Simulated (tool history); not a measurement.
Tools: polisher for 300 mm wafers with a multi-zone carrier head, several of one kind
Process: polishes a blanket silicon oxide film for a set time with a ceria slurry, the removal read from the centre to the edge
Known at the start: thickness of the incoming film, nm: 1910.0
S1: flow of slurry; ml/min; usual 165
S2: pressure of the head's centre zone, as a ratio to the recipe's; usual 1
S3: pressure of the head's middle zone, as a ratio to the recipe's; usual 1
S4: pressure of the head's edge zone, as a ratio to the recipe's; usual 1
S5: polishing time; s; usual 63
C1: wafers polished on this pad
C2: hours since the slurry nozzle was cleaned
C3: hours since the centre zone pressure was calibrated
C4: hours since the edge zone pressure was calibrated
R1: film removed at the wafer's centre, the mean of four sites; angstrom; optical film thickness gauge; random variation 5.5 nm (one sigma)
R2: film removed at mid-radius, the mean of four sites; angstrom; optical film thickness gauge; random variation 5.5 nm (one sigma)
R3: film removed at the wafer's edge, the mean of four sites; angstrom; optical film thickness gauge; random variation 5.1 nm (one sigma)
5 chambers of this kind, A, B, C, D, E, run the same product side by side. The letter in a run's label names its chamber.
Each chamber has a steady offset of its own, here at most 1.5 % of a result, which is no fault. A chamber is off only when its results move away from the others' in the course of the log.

run   hour   S1    S2    S3  S4  S5    C1     C2     C3      C4      R1      R2      R3
 1D    8.4  165     1     1   1  63  1051  373.5  355.8   392.5    3723  3804.3  3700.7
      14.6  -- chamber D: worn pad replaced by a new one
 2C   17.7  165     1     1   1  63  1095  128.9  138.9   415.5  3725.3  3654.7  3716.2
      20.4  -- chamber A: worn pad replaced by a new one
 3A   25.5  165     1     1   1  63    49  223.8  264.8   306.5  3747.5  3735.3  3709.4
      33.3  -- chamber C: worn pad replaced by a new one
 4E   34.2  165     1     1   1  63   539  235.2  227.6   135.8  3628.5  3793.4  3670.6
 5B   43.2  165     1     1   1  63   540  129.6  153.2  1277.9  3740.4  3744.1  3721.3
 6C   52.2  165     1     1   1  63   180  163.4  173.4     450  3740.9  3727.8  3646.3
 7E   57.9  165     1     1   1  63   765  258.9  251.3   159.5    3608  3649.9  3711.5
      60.4  -- chamber A: centre zone pressure recalibrated
 8D   62.7  165     1     1   1  63   457  427.8  410.1   446.8  3783.6  3733.6  3807.9
 9A   71.2  165     1     1   1  63   484  269.5   10.8   352.2  3725.3  3729.9  3785.4
10B   80.2  165     1     1   1  63   892  166.6  190.2  1314.9  3674.9    3777  3708.1
      84.9  -- chamber B: edge zone pressure recalibrated
11A   88.5  165     1     1   1  63   648  286.8   28.1   369.5  3719.5  3732.3  3689.2
12D   98.4  165  0.89     1   1  63   797  463.5  445.8   482.5  3294.2  3634.9  3755.2
13B  105.2  165  0.89     1   1  63  1129  191.6  215.2    20.3  3313.7  3694.5  3725.9
     110.9  -- chamber A: worn pad replaced by a new one
14C    115  165  0.89     1   1  63   777  226.2  236.2   512.8  3271.7  3782.7  3599.3
     118.5  -- chamber E: worn pad replaced by a new one
15E  120.3  165  0.89     1   1  63    17  321.3  313.7   221.9  3203.2  3837.5  3778.7
16A  124.6  165  0.89     1   1  63   131  322.9   64.2   405.6  3279.3  3681.9  3680.7
       130  -- chamber D: worn pad replaced by a new one
17E    130  165     1     1   1  63   109    331  323.4   231.6    3685  3715.5  3804.2
       137  -- chamber D: slurry nozzle cleaned
18B  138.6  165     1     1   1  63  1447    225  248.6    53.7  3739.7  3755.5  3708.7
19D  147.7  165     1     1   1  63   169   10.7  495.1   531.8  3776.6  3863.2  3816.1
       148  -- chamber C: worn pad replaced by a new one
     153.1  -- chamber B: worn pad replaced by a new one
20C  156.4  165     1     1   1  63    80  267.6  277.6   554.2  3710.3    3658  3666.4
21D    162  165     1     1   1  63   305     25  509.4   546.1  3766.4  3720.9  3903.6
22A  167.2  165     1     1   1  63   536  365.5  106.8   448.2  3746.1    3657  3663.8
     168.9  -- chamber A: edge zone pressure recalibrated
23B  174.9  165     1   1.1   1  84   207  261.3  284.9      90  4944.6  5319.2  4911.5
     182.3  -- chamber C: slurry nozzle cleaned
24E  184.4  165     1   1.1   1  84   626  385.4  377.8     286  4844.9  5458.7  4936.1
25C  192.4  165     1   1.1   1  84   422   10.1  313.6   590.2  5106.4  5479.8  4888.8
26E    200  165     1   1.1   1  84   775    401  393.4   301.6  4949.4    5323  4925.7
     202.5  -- chamber A: worn pad replaced by a new one
27B  206.4  165     1   1.1   1  84   507  292.8  316.4   121.5  4806.6  5266.7  4801.6
28A  215.6  165     1     1   1  63   125  413.9  155.2    46.8  3723.4  3685.2    3592
29C  220.9  165     1  1.05   1  63   694   38.6  342.1   618.7  3755.4    3775  3625.5
     222.2  -- chamber D: worn pad replaced by a new one
30D  227.2  165     1  1.05   1  63    47   90.2  574.6   611.3  3694.8  3875.8  3827.2
31E  232.5  165     1  1.05   1  63  1084  433.5  425.9   334.1  3771.9    3867  3823.4
32C  237.2  165     1  1.05   1  63   849   54.9  358.4     635  3755.1  3857.8  3712.2
33D  243.5  165     1  1.05   1  63   202  106.5  590.9   627.6  3748.4  3846.2  3782.6
     250.2  -- chamber E: worn pad replaced by a new one
34B  250.9  165     1     1   1  63   930  337.3  360.9     166  3502.5  3474.7  3497.9
35A  259.8  165     1     1   1  63   545  458.1  199.4      91  3782.3  3733.9  3619.5
36A  267.9  165     1     1   1  63   622  466.2  207.5    99.1  3711.6  3838.5  3648.1
37C  277.4  165     1     1   1  63  1231   95.1  398.6   675.2  3754.8  3789.5  3765.5
38B  286.7  165     1     1   1  63  1270  373.1  396.7   201.8  3351.3  3378.1  3444.9
39E  291.6  165     1     1   1  63   394  492.6    485   393.2  3607.8  3737.1  3721.9
40D  301.1  165     1     1   1  63   750  164.1  648.5   685.2  3773.4  3792.5  3812.1
41D  309.6  165     1     1   1  63   831  172.6    657   693.7  3842.1  3656.7  3804.3

Next, every chamber runs the same settings. What will each give?
42A  316.7  165   1   1   1  47                   ?   ?   ?
42B  316.7  165   1   1   1  47                   ?   ?   ?
42C  316.7  165   1   1   1  47                   ?   ?   ?
42D  316.7  165   1   1   1  47                   ?   ?   ?
42E  316.7  165   1   1   1  47                   ?   ?   ?

run      R1      R2      R3
42A  2734.3  2705.1    2736
42B  2436.5  2484.5  2571.7
42C  2749.7  2869.8  2801.1
42D  2807.8  2795.8  2830.3
42E  2695.6  2818.2  2831.6
